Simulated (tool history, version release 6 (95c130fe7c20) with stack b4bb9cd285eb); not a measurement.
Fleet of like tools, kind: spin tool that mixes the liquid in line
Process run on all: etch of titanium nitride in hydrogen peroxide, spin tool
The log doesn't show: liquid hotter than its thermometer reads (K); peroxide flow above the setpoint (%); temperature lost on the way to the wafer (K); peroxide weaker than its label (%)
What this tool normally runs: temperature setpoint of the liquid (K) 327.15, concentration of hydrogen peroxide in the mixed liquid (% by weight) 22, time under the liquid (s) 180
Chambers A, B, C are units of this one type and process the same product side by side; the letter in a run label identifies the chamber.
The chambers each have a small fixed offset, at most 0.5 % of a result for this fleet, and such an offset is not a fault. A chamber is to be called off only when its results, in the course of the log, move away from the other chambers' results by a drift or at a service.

run    day  temperature setpoint of the liquid (K)  concentration of hydrogen peroxide in the mixed liquid (% by weight)  time under the liquid (s)  hours since the thermometer was replaced  hours since the peroxide flow meter was replaced  hours since the heated supply line was repaired  hours since the drum of peroxide was connected  read-back film thickness of the titanium nitride reference wafer, read on the same gauge (nm)  thickness taken off the titanium nitride on a monitor wafer (nm)
 1A  0.283                                  327.15                                                                    22                        180                                       605                                              73.9                                           1211.6                                             408                                                                                         39.993                                                            20.004
 2B  0.571                                  327.15                                                                    22                        180                                    2025.1                                               524                                            717.5                                           260.2                                                                                         39.964                                                            19.788
 3C  0.796                                  327.15                                                                    22                        180                                     574.8                                             289.1                                             60.9                                           202.8                                                                                         40.018                                                            20.345
 4B  1.083                                  327.15                                                                    22                        180                                    2037.4                                             536.3                                            729.8                                           272.5                                                                                         40.027                                                            20.064
 5C    1.4                                  327.15                                                                    22                        180                                     589.3                                             303.6                                             75.4                                           217.3                                                                                         40.019                                                            20.404
 6A  1.688                                  327.15                                                                    22                        180                                     638.7                                             107.6                                           1245.3                                           441.7                                                                                         39.999                                                             20.16
 7C  1.925                                  327.15                                                                    22                        180                                     601.9                                             316.2                                               88                                           229.9                                                                                         39.991                                                            20.281
 8B  2.142                                  327.15                                                                    22                        180                                    2062.8                                             561.7                                            755.2                                           297.9                                                                                         39.976                                                            20.083
 9A  2.283                                  323.65                                                                    22                        115                                       653                                             121.9                                           1259.6                                             456                                                                                         39.997                                                            9.8452
10B  2.579                                  323.65                                                                    22                        115                                    2073.3                                             572.2                                            765.7                                           308.4                                                                                         39.978                                                             9.925
11A  2.829                                  323.65                                                                    22                        115                                     666.1                                               135                                           1272.7                                           469.1                                                                                         40.016                                                            9.8696
12C    3.1                                  327.15                                                                    22                        180                                     630.1                                             344.4                                            116.2                                           258.1                                                                                         40.007                                                            20.193
13B  3.296                                  327.15                                                                    22                        180                                    2090.5                                             589.4                                            782.9                                           325.6                                                                                         39.975                                                            20.269
14A  3.529                                  327.15                                                                    22                        180                                     682.9                                             151.8                                           1289.5                                           485.9                                                                                         39.963                                                            20.066
15C  3.712                                  327.15                                                                    22                        180                                     644.8                                             359.1                                            130.9                                           272.8                                                                                         39.949                                                            20.025
16C  3.904                                  327.15                                                                    22                        180                                     649.4                                             363.7                                            135.5                                           277.4                                                                                         40.018                                                            19.825
17A  4.079                                  330.65                                                                    19                        180                                     696.1                                               165                                           1302.7                                           499.1                                                                                         39.983                                                             24.62
18B  4.354                                  330.65                                                                    19                        180                                    2115.9                                             614.8                                            808.3                                             351                                                                                         40.001                                                            24.948
19B  4.638                                  330.65                                                                    19                        180                                    2122.7                                             621.6                                            815.1                                           357.8                                                                                         39.957                                                            24.847
     4.721  -- chamber A: thermometer replaced
20C  4.962                                  327.15                                                                    22                        180                                     674.8                                             389.1                                            160.9                                           302.8                                                                                         39.993                                                            20.171
21A  5.196                                  323.65                                                                    22                        180                                      11.5                                             191.8                                           1329.5                                           525.9                                                                                         39.999                                                             15.89
22C  5.488                                  323.65                                                                    22                        180                                     687.4                                             401.7                                            173.5                                           315.4                                                                                         40.017                                                            15.465
23B  5.771                                  323.65                                                                    22                        180                                    2149.9                                             648.8                                            842.3                                             385                                                                                         39.997                                                            16.111
24A  6.025                                  327.15                                                                    22                        180                                      31.4                                             211.7                                           1349.4                                           545.8                                                                                         40.007                                                            20.109
25A    6.3                                  332.65                                                                    22                        215                                        38                                             218.3                                             1356                                           552.4                                                                                         39.974                                                            35.192
26C  6.508                                  332.65                                                                    22                        215                                     711.9                                             426.2                                              198                                           339.9                                                                                         39.996                                                            34.624
27B  6.733                                  332.65                                                                    22                        215                                      2173                                             671.9                                            865.4                                           408.1                                                                                         39.982                                                            34.952
28B  6.904                                  327.15                                                                    22                        180                                    2177.1                                               676                                            869.5                                           412.2                                                                                         40.031                                                            20.506
29A   7.05                                  317.15                                                                    22                        130                                        56                                             236.3                                             1374                                           570.4                                                                                         39.984                                                            6.8543
30C  7.325                                  317.15                                                                    22                        130                                     731.5                                             445.8                                            217.6                                           359.5                                                                                         39.979                                                            6.9762
     7.525  -- chamber A: new drum of peroxide connected
31A  7.588                                  317.15                                                                    22                        130                                      68.9                                             249.2                                           1386.9                                             1.5                                                                                         40.042                                                            6.7821
32C  7.804                                  327.15                                                                    22                        180                                       743                                             457.3                                            229.1                                             371                                                                                         40.018                                                            20.121
33B  7.958                                  327.15                                                                  19.5                        250                                    2202.4                                             701.3                                            894.8                                           437.5                                                                                         39.976                                                             27.69
34C    8.2                                  327.15                                                                  19.5                        250                                     752.5                                             466.8                                            238.6                                           380.5                                                                                         39.989                                                            27.326
35A  8.412                                  327.15                                                                  19.5                        250                                      88.7                                               269                                           1406.7                                            21.3                                                                                         39.985                                                            27.205
36B  8.562                                  327.15                                                                    22                        180                                    2216.9                                             715.8                                            909.3                                             452                                                                                         40.017                                                            20.247

Decide between three cases: one chamber stands off from its peers, the gauge reading all wafers drifts, or nothing is wrong past each chamber's small offset. Where a chamber is off, say which and what most likely put it there.

Nothing is wrong: each chamber keeps only its own small, steady offset and the gauge holds still.
